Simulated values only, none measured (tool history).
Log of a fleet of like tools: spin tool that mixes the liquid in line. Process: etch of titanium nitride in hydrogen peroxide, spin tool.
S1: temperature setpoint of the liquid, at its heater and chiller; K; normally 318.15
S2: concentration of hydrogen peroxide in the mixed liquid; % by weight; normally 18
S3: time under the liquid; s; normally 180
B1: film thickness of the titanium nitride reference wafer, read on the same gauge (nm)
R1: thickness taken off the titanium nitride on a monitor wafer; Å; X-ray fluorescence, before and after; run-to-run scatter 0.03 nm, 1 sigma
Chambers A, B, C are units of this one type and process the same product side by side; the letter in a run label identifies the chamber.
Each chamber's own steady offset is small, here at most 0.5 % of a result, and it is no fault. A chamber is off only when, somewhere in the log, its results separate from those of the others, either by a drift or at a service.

run	hour	S1	S2	S3	B1	R1
1C	4.4	318.15	18	180	119.99	67.913
2A	10.8	318.15	18	180	119.99	67.632
3B	16.2	318.15	18	180	119.93	68.158
4B	22.4	318.15	18	180	119.96	68.018
5C	28	318.15	18	180	119.97	67.87
6A	35.3	318.15	18	180	120.04	68.606
7C	40.7	318.15	18	180	120.01	67.856
8B	46.9	318.15	18	180	120.05	68.478
9A	51.8	318.15	18	180	119.97	67.887
10B	57.5	318.15	18	180	120.05	68.031
11C	63.1	318.15	18	180	120.01	67.798
# hour 68.7: chamber B: thermometer replaced
12A	71.1	318.15	18	180	120	67.874
13A	77.3	318.15	21	180	119.98	70.201
14C	81.1	318.15	21	180	119.97	68.71
15B	86.9	318.15	21	180	119.99	70.181
16A	91.1	310.65	18	220	120.03	46.851
17B	95.9	310.65	18	220	120	46.959
18C	102	310.65	18	220	120.03	45.689
19C	106.7	318.15	18	180	119.95	65.532
20B	114.6	318.15	18	180	119.96	68.394
# hour 117.4: chamber A: thermometer replaced
21A	119.5	326.15	18	180	120	122.94

Predict what each chamber gives when all 3 of them run the settings below next.
22A	125.3	318.15	18	180		?
22B	125.3	318.15	18	180		?
22C	125.3	318.15	18	180		?

run	R1
22A	68.065
22B	68.244
22C	64.635
